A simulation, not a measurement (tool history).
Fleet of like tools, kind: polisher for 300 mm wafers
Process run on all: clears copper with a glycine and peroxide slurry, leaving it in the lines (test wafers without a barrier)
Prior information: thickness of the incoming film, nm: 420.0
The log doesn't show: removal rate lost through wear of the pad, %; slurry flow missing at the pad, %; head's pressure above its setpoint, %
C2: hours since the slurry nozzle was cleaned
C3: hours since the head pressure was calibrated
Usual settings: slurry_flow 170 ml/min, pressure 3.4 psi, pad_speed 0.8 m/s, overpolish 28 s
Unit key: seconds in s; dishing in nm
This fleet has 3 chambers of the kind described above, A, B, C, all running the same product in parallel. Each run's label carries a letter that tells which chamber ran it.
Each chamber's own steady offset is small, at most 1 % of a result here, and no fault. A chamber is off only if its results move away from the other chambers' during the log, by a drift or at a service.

run 1B hour=7.2 | slurry_flow=170 pressure=3.4 pad_speed=0.8 overpolish=28 | wafers_polished_on_this_pad=509 C2=298.4 C3=237 | seconds=86.123 dishing=86.378
run 2A hour=17 | slurry_flow=170 pressure=3.4 pad_speed=0.8 overpolish=28 | wafers_polished_on_this_pad=842 C2=374.9 C3=123.9 | seconds=87.423 dishing=85.869
-- hour=24.2 chamber B: worn pad replaced by a new one
run 3C hour=24.5 | slurry_flow=170 pressure=3.4 pad_speed=0.8 overpolish=28 | wafers_polished_on_this_pad=550 C2=32.1 C3=920.5 | seconds=86.904 dishing=85.578
run 4B hour=33.7 | slurry_flow=170 pressure=3.4 pad_speed=0.8 overpolish=28 | wafers_polished_on_this_pad=105 C2=324.9 C3=263.5 | seconds=87.754 dishing=84.838
-- hour=34.1 chamber A: worn pad replaced by a new one
run 5A hour=40.3 | slurry_flow=170 pressure=3.4 pad_speed=0.8 overpolish=28 | wafers_polished_on_this_pad=69 C2=398.2 C3=147.2 | seconds=86.522 dishing=84.55
run 6C hour=49 | slurry_flow=170 pressure=3.4 pad_speed=0.8 overpolish=28 | wafers_polished_on_this_pad=820 C2=56.6 C3=945 | seconds=87.333 dishing=88.187
run 7C hour=55.6 | slurry_flow=170 pressure=3.4 pad_speed=0.8 overpolish=28 | wafers_polished_on_this_pad=893 C2=63.2 C3=951.6 | seconds=87.094 dishing=87.096
-- hour=58 chamber C: head pressure recalibrated
-- hour=63.1 chamber C: worn pad replaced by a new one
run 8A hour=67.1 | slurry_flow=170 pressure=3.4 pad_speed=0.8 overpolish=28 | wafers_polished_on_this_pad=364 C2=425 C3=174 | seconds=86.538 dishing=86.413
run 9B hour=75.7 | slurry_flow=170 pressure=3.4 pad_speed=0.8 overpolish=28 | wafers_polished_on_this_pad=568 C2=366.9 C3=305.5 | seconds=86.223 dishing=86.577
run 10B hour=81.4 | slurry_flow=170 pressure=3.4 pad_speed=0.8 overpolish=28 | wafers_polished_on_this_pad=631 C2=372.6 C3=311.2 | seconds=86.593 dishing=85.692
-- hour=84 chamber B: worn pad replaced by a new one
run 11A hour=88.8 | slurry_flow=170 pressure=3.4 pad_speed=0.8 overpolish=28 | wafers_polished_on_this_pad=603 C2=446.7 C3=195.7 | seconds=87.881 dishing=86.384
run 12C hour=98.8 | slurry_flow=170 pressure=3.4 pad_speed=0.8 overpolish=28 | wafers_polished_on_this_pad=393 C2=106.4 C3=40.9 | seconds=84.862 dishing=86.883
run 13B hour=104.9 | slurry_flow=170 pressure=3.4 pad_speed=0.8 overpolish=28 | wafers_polished_on_this_pad=230 C2=396.1 C3=334.7 | seconds=86.386 dishing=86.432
-- hour=110.2 chamber A: worn pad replaced by a new one
run 14A hour=116.4 | slurry_flow=170 pressure=2.3 pad_speed=0.8 overpolish=19 | wafers_polished_on_this_pad=69 C2=474.3 C3=223.3 | seconds=121.15 dishing=45.894
run 15C hour=126.3 | slurry_flow=170 pressure=2.3 pad_speed=0.8 overpolish=19 | wafers_polished_on_this_pad=696 C2=133.9 C3=68.4 | seconds=120.15 dishing=47.124
run 16B hour=131.8 | slurry_flow=170 pressure=2.3 pad_speed=0.8 overpolish=19 | wafers_polished_on_this_pad=527 C2=423 C3=361.6 | seconds=117.12 dishing=46.48
-- hour=137.8 chamber C: worn pad replaced by a new one
run 17A hour=139.6 | slurry_flow=170 pressure=3.4 pad_speed=0.8 overpolish=28 | wafers_polished_on_this_pad=324 C2=497.5 C3=246.5 | seconds=91.665 dishing=82.948
run 18C hour=151.1 | slurry_flow=170 pressure=3.4 pad_speed=0.8 overpolish=28 | wafers_polished_on_this_pad=146 C2=158.7 C3=93.2 | seconds=85.23 dishing=85.898
-- hour=155.4 chamber B: worn pad replaced by a new one
run 19A hour=158.2 | slurry_flow=170 pressure=3.4 pad_speed=0.8 overpolish=28 | wafers_polished_on_this_pad=529 C2=516.1 C3=265.1 | seconds=93.107 dishing=81.301
run 20C hour=164.7 | slurry_flow=170 pressure=2.6 pad_speed=0.98 overpolish=28 | wafers_polished_on_this_pad=296 C2=172.3 C3=106.8 | seconds=90.836 dishing=80.808
-- hour=172.4 chamber B: slurry nozzle cleaned
run 21B hour=174.4 | slurry_flow=170 pressure=2.6 pad_speed=0.98 overpolish=28 | wafers_polished_on_this_pad=210 C2=2 C3=404.2 | seconds=91.19 dishing=79.624
run 22B hour=179.5 | slurry_flow=170 pressure=2.6 pad_speed=0.98 overpolish=28 | wafers_polished_on_this_pad=266 C2=7.1 C3=409.3 | seconds=90.337 dishing=81.272
run 23A hour=186 | slurry_flow=170 pressure=3.4 pad_speed=0.8 overpolish=28 | wafers_polished_on_this_pad=836 C2=543.9 C3=292.9 | seconds=96.071 dishing=80.607

Is one chamber out of step, is the gauge drifting, or do the chambers differ by no more than their own small offsets? For an off chamber, give its letter and the likeliest cause.

One chamber, A, drifts off from the rest bit by bit.
Most likely cause: slurry flow missing at the pad, % = 38.9.
From this log alone, it may not be told apart from: head's pressure below its setpoint, %.

Which of the 4 candidates below, each the usual settings with something changed and its results left as question marks, puts chamber A back in line with what the other chambers give on the usual settings?
In line here means within this much of the mean the other chambers give on the usual settings: seconds 2.8 s; dishing 4.5 nm
run 24A-1 hour=194.4 | slurry_flow=175 pressure=3.6 pad_speed=0.84 overpolish=28 | seconds=? dishing=?
run 24A-2 hour=194.4 | slurry_flow=170 pressure=3.3 pad_speed=0.78 overpolish=28 | seconds=? dishing=?
run 24A-3 hour=194.4 | slurry_flow=165 pressure=3.2 pad_speed=0.76 overpolish=28 | seconds=? dishing=?
run 24A-4 hour=194.4 | slurry_flow=170 pressure=3.5 pad_speed=0.82 overpolish=28 | seconds=? dishing=?

Usual-settings mean across the other chambers: seconds 86.442 s; dishing 86.208 nm
run=24A-1 seconds=87.06 dishing=84.45
run=24A-2 seconds=100.1 dishing=75.459
run=24A-3 seconds=105.56 dishing=72.244
run=24A-4 seconds=91.562 dishing=81.119
With 24A-1, the chamber falls back in line with the rest.

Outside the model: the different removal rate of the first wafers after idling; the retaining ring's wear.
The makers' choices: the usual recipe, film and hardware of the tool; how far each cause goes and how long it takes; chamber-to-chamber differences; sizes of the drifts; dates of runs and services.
